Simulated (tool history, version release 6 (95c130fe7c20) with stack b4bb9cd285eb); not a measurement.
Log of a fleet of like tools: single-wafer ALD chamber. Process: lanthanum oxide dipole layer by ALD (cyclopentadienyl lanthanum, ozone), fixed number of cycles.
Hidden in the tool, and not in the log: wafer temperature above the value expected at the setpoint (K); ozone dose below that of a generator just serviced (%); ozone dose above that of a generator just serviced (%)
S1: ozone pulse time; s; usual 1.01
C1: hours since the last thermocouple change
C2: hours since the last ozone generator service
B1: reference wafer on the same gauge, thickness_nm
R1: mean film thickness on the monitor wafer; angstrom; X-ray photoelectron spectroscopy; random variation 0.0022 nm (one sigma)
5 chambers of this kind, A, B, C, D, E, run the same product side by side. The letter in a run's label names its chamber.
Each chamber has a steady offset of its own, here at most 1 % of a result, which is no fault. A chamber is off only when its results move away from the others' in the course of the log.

run	hour	S1	C1	C2	B1	R1
1D	5.1	1.01	2608.5	406.5	0.54323	4.9846
2A	12.5	1.01	180.2	36.6	0.54263	5.0835
# hour 13.3: chamber D: thermocouple changed; heater temperature recalibrated
3E	21.1	1.01	988.4	822.2	0.54311	5.0771
4C	26.7	1.01	1597.3	688.1	0.5434	5.0111
5B	32.3	1.01	160.6	1483.2	0.54279	4.9923
6B	41.4	1.01	169.7	1492.3	0.54254	4.9955
7E	46.7	1.01	1014	847.8	0.54312	5.0746
8D	51.5	1.01	38.3	452.9	0.54278	4.9592
9C	61.1	1.01	1631.7	722.5	0.54316	4.9684
10A	71	1.01	238.7	95.1	0.54301	5.0286
# hour 75.8: chamber B: ozone generator serviced
11D	77.9	1.01	64.7	479.3	0.54265	4.9753
12B	87.5	1.01	215.8	11.8	0.54309	5.0203
13A	95.6	1.01	263.3	119.7	0.54231	5.0387
14E	103.5	1.01	1070.8	904.6	0.54328	5.031
15C	113.4	1.01	1684	774.8	0.54336	4.9304
16B	122	0.77	250.3	46.3	0.5427	4.5489
17E	128.9	0.77	1096.2	930	0.54316	4.5721
18D	138.6	0.77	125.4	540	0.54304	4.5087
19A	147.1	0.77	314.8	171.2	0.54259	4.5281
20C	152.3	0.77	1722.9	813.7	0.5424	4.4187
21D	158.2	1.01	145	559.6	0.54244	4.9731
22B	165	1.37	293.3	89.3	0.54339	5.4073
23E	170.5	1.37	1137.8	971.6	0.54269	5.4556
24A	179.1	1.37	346.8	203.2	0.54329	5.3963
25C	187.7	1.37	1758.3	849.1	0.54308	5.3078
26E	196.4	1.37	1163.7	997.5	0.54289	5.4572
27A	203.5	0.82	371.2	227.6	0.5429	4.6913
28D	214.1	0.82	200.9	615.5	0.54214	4.6347
29C	222.2	0.82	1792.8	883.6	0.54256	4.4432
30B	228	0.82	356.3	152.3	0.54242	4.6742
31B	234.1	0.82	362.4	158.4	0.54267	4.6913
32E	241.3	1.01	1208.6	1042.4	0.54249	5.0018
33A	250.4	1.01	418.1	274.5	0.54329	5.0475
34D	259.3	1.01	246.1	660.7	0.54286	5.016
35C	264.1	1.01	1834.7	925.5	0.54231	4.816
36D	273.1	1.01	259.9	674.5	0.54317	4.9911
37B	278.4	1.01	406.7	202.7	0.54287	4.9933
38C	287	1.01	1857.6	948.4	0.54318	4.7628
39A	296	1.22	463.7	320.1	0.5429	5.2847

What goes on in this fleet: one chamber off, a drifting gauge, or nothing beyond the chambers' own small offsets? Name the chamber and the cause, if any.

Chamber C drifts away from the others.
Cause: ozone dose below that of a generator just serviced (%) = 11.9.

Here are 4 candidates for chamber C's next run, each the usual settings with a change, their results left as question marks. Which one brings its results back in line with what the others give on the usual settings?
In line means no further than this from the other chambers' mean on the usual settings: R1 0.078 angstrom
40C-1	303.7	1.08				?
40C-2	303.7	1.18				?
40C-3	303.7	0.88				?
40C-4	303.7	0.94				?

The other chambers' mean on the usual settings: R1 5.0189 angstrom
run	R1
40C-1	4.879
40C-2	5.018
40C-3	4.5147
40C-4	4.6378
40C-2 brings the chamber back in line.
